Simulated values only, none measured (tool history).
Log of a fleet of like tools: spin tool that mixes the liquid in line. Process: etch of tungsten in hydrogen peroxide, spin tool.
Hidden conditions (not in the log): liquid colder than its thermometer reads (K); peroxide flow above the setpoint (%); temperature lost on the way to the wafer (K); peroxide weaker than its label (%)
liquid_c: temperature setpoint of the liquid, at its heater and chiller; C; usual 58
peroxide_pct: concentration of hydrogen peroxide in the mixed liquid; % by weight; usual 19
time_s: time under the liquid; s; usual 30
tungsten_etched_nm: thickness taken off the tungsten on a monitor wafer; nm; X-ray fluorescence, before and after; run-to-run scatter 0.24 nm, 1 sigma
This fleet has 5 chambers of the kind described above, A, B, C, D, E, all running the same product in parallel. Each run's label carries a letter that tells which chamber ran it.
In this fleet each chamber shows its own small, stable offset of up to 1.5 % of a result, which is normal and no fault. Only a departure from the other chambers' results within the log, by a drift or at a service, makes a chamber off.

| run | hour | liquid_c | peroxide_pct | time_s | hours since the thermometer was replaced | hours since the peroxide flow meter was replaced | hours since the heated supply line was repaired | hours since the drum of peroxide was connected | read-back film thickness of the tungsten reference wafer, read on the same gauge (nm) | tungsten_etched_nm |
|---|---|---|---|---|---|---|---|---|---|---|
| 1D | 12.5 | 58 | 19 | 30 | 761.6 | 1050.3 | 1211.5 | 1056.4 | 89.976 | 67.236 |
| 2C | 23 | 58 | 19 | 30 | 553.8 | 2178.4 | 906.5 | 1145.3 | 89.95 | 67.79 |
| 3A | 29 | 58 | 19 | 30 | 773 | 1102.5 | 940.3 | 1001.3 | 90.014 | 66.596 |
| 4B | 40.4 | 58 | 19 | 30 | 424.3 | 464.8 | 1231.3 | 269.4 | 90.001 | 68.233 |
| 5E | 46.9 | 58 | 19 | 30 | 974.6 | 1210.3 | 1944.9 | 223.7 | 89.989 | 68.079 |
|  | 52.5 | chamber A: heated supply line repaired |
| 6A | 53.9 | 58 | 19 | 30 | 797.9 | 1127.4 | 1.4 | 1026.2 | 89.986 | 67.149 |
| 7C | 61.8 | 58 | 19 | 30 | 592.6 | 2217.2 | 945.3 | 1184.1 | 90 | 67.802 |
| 8B | 74 | 58 | 19 | 40 | 457.9 | 498.4 | 1264.9 | 303 | 89.997 | 91.293 |
| 9D | 84.8 | 58 | 19 | 40 | 833.9 | 1122.6 | 1283.8 | 1128.7 | 90.004 | 89.249 |
|  | 85.9 | chamber C: new drum of peroxide connected |
| 10E | 91.5 | 58 | 19 | 40 | 1019.2 | 1254.9 | 1989.5 | 268.3 | 89.979 | 91.339 |
|  | 93.3 | chamber E: peroxide flow meter replaced |
| 11B | 97.8 | 58 | 19 | 40 | 481.7 | 522.2 | 1288.7 | 326.8 | 90.036 | 91.178 |
| 12A | 107.2 | 58 | 19 | 40 | 851.2 | 1180.7 | 54.7 | 1079.5 | 89.987 | 89.036 |
| 13D | 113 | 58 | 19 | 30 | 862.1 | 1150.8 | 1312 | 1156.9 | 89.981 | 66.979 |
| 14E | 119 | 58 | 19 | 30 | 1046.7 | 25.7 | 2017 | 295.8 | 89.955 | 68.358 |
| 15C | 131.3 | 58 | 19 | 30 | 662.1 | 2286.7 | 1014.8 | 45.4 | 90.025 | 67.764 |
| 16A | 141 | 58 | 19 | 30 | 885 | 1214.5 | 88.5 | 1113.3 | 89.979 | 67.128 |
| 17C | 153.1 | 54.5 | 19 | 15 | 683.9 | 2308.5 | 1036.6 | 67.2 | 89.994 | 27.462 |
| 18D | 161.9 | 54.5 | 19 | 15 | 911 | 1199.7 | 1360.9 | 1205.8 | 89.996 | 27.205 |
|  | 165.6 | chamber E: heated supply line repaired |
| 19E | 171.6 | 54.5 | 19 | 15 | 1099.3 | 78.3 | 6 | 348.4 | 89.97 | 27.504 |
| 20B | 180 | 54.5 | 19 | 15 | 563.9 | 604.4 | 1370.9 | 409 | 90.022 | 27.934 |
| 21C | 192.4 | 54.5 | 19 | 15 | 723.2 | 2347.8 | 1075.9 | 106.5 | 89.988 | 27.419 |
| 22A | 200 | 58 | 19 | 30 | 944 | 1273.5 | 147.5 | 1172.3 | 90.001 | 66.697 |
|  | 207.9 | chamber C: peroxide flow meter replaced |
| 23B | 208.7 | 58 | 19 | 30 | 592.6 | 633.1 | 1399.6 | 437.7 | 90.032 | 69.064 |
|  | 218.1 | chamber E: thermometer replaced |
| 24D | 220.7 | 58 | 19 | 30 | 969.8 | 1258.5 | 1419.7 | 1264.6 | 90.008 | 67.221 |
| 25E | 230 | 58 | 19 | 30 | 11.9 | 136.7 | 64.4 | 406.8 | 89.999 | 68.64 |
| 26D | 242.2 | 58 | 19 | 30 | 991.3 | 1280 | 1441.2 | 1286.1 | 89.993 | 67.25 |
| 27C | 249.2 | 58 | 19 | 30 | 780 | 41.3 | 1132.7 | 163.3 | 89.981 | 67.481 |
| 28A | 255.9 | 58 | 19 | 30 | 999.9 | 1329.4 | 203.4 | 1228.2 | 90 | 66.646 |
|  | 259.1 | chamber D: thermometer replaced |
| 29E | 264.1 | 58 | 19 | 30 | 46 | 170.8 | 98.5 | 440.9 | 90.015 | 68.389 |
| 30B | 275.3 | 48.5 | 19 | 30 | 659.2 | 699.7 | 1466.2 | 504.3 | 90.023 | 39.301 |
| 31E | 282.4 | 48.5 | 19 | 30 | 64.3 | 189.1 | 116.8 | 459.2 | 90.013 | 39.098 |
|  | 283.1 | chamber A: thermometer replaced |
| 32C | 288.6 | 48.5 | 19 | 30 | 819.4 | 80.7 | 1172.1 | 202.7 | 89.983 | 38.009 |
| 33D | 301 | 48.5 | 19 | 30 | 42 | 1338.8 | 1500 | 1344.9 | 89.995 | 38.244 |
|  | 305.1 | chamber D: new drum of peroxide connected |
| 34B | 309 | 48.5 | 19 | 30 | 692.9 | 733.4 | 1499.9 | 538 | 90.031 | 39.354 |
|  | 312.8 | chamber A: new drum of peroxide connected |
| 35A | 315.5 | 58 | 19 | 30 | 32.5 | 1389 | 263 | 2.8 | 89.991 | 66.628 |
| 36C | 323.5 | 50.5 | 19 | 30 | 854.3 | 115.6 | 1207 | 237.6 | 90.003 | 42.785 |
| 37B | 333.9 | 50.5 | 19 | 30 | 717.8 | 758.3 | 1524.8 | 562.9 | 90.017 | 44.317 |
| 38D | 342.5 | 50.5 | 19 | 30 | 83.5 | 1380.3 | 1541.5 | 37.5 | 89.971 | 43.169 |
| 39E | 350.1 | 50.5 | 19 | 30 | 132 | 256.8 | 184.5 | 526.9 | 90.005 | 44.046 |

What goes on in this fleet: one chamber off, a drifting gauge, or nothing beyond the chambers' own small offsets? Name the chamber and the cause, if any.

One chamber, B, drifts off from the rest bit by bit.
Likeliest cause: peroxide flow above the setpoint (%) = 3.86.
With only this log, it may be confused with: liquid hotter than its thermometer reads (K).

Here are 4 candidates for chamber B's next run, each the usual settings with a change, their results left as question marks. Which one brings its results back in line with what the others give on the usual settings?
In-line tolerance around the mean of the other chambers on the usual settings: tungsten_etched_nm 0.83 nm
| 40B-1 | 359.1 | 57 | 19 | 30 |  |  |  |  |  | ? |
| 40B-2 | 359.1 | 58.5 | 19 | 30 |  |  |  |  |  | ? |
| 40B-3 | 359.1 | 57.5 | 19 | 30 |  |  |  |  |  | ? |
| 40B-4 | 359.1 | 59 | 19 | 30 |  |  |  |  |  | ? |

Mean of the other chambers on the usual settings: tungsten_etched_nm 67.564 nm
| run | tungsten_etched_nm |
|---|---|
| 40B-1 | 65.531 |
| 40B-2 | 71.519 |
| 40B-3 | 67.475 |
| 40B-4 | 73.621 |
40B-3 is the one that brings the chamber's results back in line with the other chambers.

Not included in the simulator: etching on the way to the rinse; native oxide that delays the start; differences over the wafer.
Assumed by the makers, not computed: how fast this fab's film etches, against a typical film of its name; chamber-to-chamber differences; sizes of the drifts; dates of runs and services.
